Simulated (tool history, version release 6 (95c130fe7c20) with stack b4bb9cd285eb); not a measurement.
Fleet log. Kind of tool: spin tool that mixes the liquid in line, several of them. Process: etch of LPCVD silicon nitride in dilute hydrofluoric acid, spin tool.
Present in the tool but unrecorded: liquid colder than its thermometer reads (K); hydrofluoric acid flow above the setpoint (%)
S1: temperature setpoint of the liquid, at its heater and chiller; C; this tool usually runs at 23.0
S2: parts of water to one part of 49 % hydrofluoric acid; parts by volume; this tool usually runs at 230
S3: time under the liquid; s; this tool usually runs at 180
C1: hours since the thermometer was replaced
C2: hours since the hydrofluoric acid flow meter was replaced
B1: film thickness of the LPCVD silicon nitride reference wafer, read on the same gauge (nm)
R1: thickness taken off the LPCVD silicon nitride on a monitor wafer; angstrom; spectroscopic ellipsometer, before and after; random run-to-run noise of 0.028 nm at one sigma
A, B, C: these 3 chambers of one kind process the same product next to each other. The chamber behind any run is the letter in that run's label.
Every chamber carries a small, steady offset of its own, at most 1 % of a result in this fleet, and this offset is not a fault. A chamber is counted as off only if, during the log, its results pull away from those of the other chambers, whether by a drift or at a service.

run	hour	S1	S2	S3	C1	C2	B1	R1
1A	13.3	23.0	230	180	2037.7	498.1	89.996	4.1484
2C	20.5	23.0	230	180	1840.3	536.2	90.004	4.5563
3B	30.0	23.0	230	180	176.0	979.8	89.990	4.6912
4A	38.9	23.0	230	180	2063.3	523.7	90.042	4.0176
5C	46.9	23.0	230	180	1866.7	562.6	89.994	4.5673
6B	59.8	23.0	230	180	205.8	1009.6	90.026	4.5134
# hour 63.0: chamber C: thermometer replaced
7A	68.1	23.0	230	180	2092.5	552.9	89.978	4.0765
8C	79.2	23.0	230	180	16.2	594.9	89.998	3.9778
9B	88.3	23.0	230	180	234.3	1038.1	90.009	4.3997
10B	100.4	23.0	230	180	246.4	1050.2	89.957	4.1989
11A	115.4	23.0	230	180	2139.8	600.2	89.980	4.2553
12C	125.4	23.0	230	180	62.4	641.1	90.010	4.0698
13B	138.5	25.5	230	280	284.5	1088.3	90.044	7.9166
14A	145.6	25.5	230	280	2170.0	630.4	89.964	7.9082
15C	154.9	25.5	230	280	91.9	670.6	89.970	8.0748
16B	165.3	23.0	230	180	311.3	1115.1	89.993	5.0766
17C	172.9	23.0	230	180	109.9	688.6	89.995	4.3519
18A	182.5	23.0	230	180	2206.9	667.3	89.989	4.2275
19C	196.4	23.0	320	180	133.4	712.1	90.004	3.2053
20B	206.9	23.0	320	180	352.9	1156.7	90.002	3.2822
21A	217.4	23.0	320	180	2241.8	702.2	89.999	3.2279
22A	231.6	23.0	230	180	2256.0	716.4	89.962	4.2379
23B	245.9	23.0	230	180	391.9	1195.7	90.041	4.3068
24C	261.8	24.5	230	230	198.8	777.5	90.039	6.2452
25B	275.4	24.5	230	230	421.4	1225.2	90.034	6.7398
26A	284.3	24.5	230	230	2308.7	769.1	89.967	5.6250
27C	292.4	23.0	230	180	229.4	808.1	89.962	4.1144
28A	304.8	23.0	230	180	2329.2	789.6	90.017	4.6448
29C	312.4	23.0	230	180	249.4	828.1	90.009	4.3624
30B	319.4	23.0	230	180	465.4	1269.2	89.961	4.1936
31B	335.2	23.0	230	180	481.2	1285.0	89.970	4.3916
32A	350.9	23.0	230	180	2375.3	835.7	89.992	4.7810
33C	362.7	23.0	230	180	299.7	878.4	89.936	4.1873
34B	372.4	23.0	230	180	518.4	1322.2	90.057	4.1152
35C	380.9	23.0	230	180	317.9	896.6	90.003	4.3186
# hour 386.2: chamber B: hydrofluoric acid flow meter replaced
36A	390.0	23.0	230	180	2414.4	874.8	89.997	4.0243
37B	401.0	23.0	230	180	547.0	14.9	90.014	4.5522
38C	412.6	23.0	230	230	349.6	928.3	89.977	5.5192
39A	420.0	23.0	230	230	2444.4	904.8	89.964	6.1419

Decide between three cases: one chamber stands off from its peers, the gauge reading all wafers drifts, or nothing is wrong past each chamber's small offset. Where a chamber is off, say which and what most likely put it there.

The fleet is healthy, with each chamber sitting at its usual small offset and no drift in the gauge.
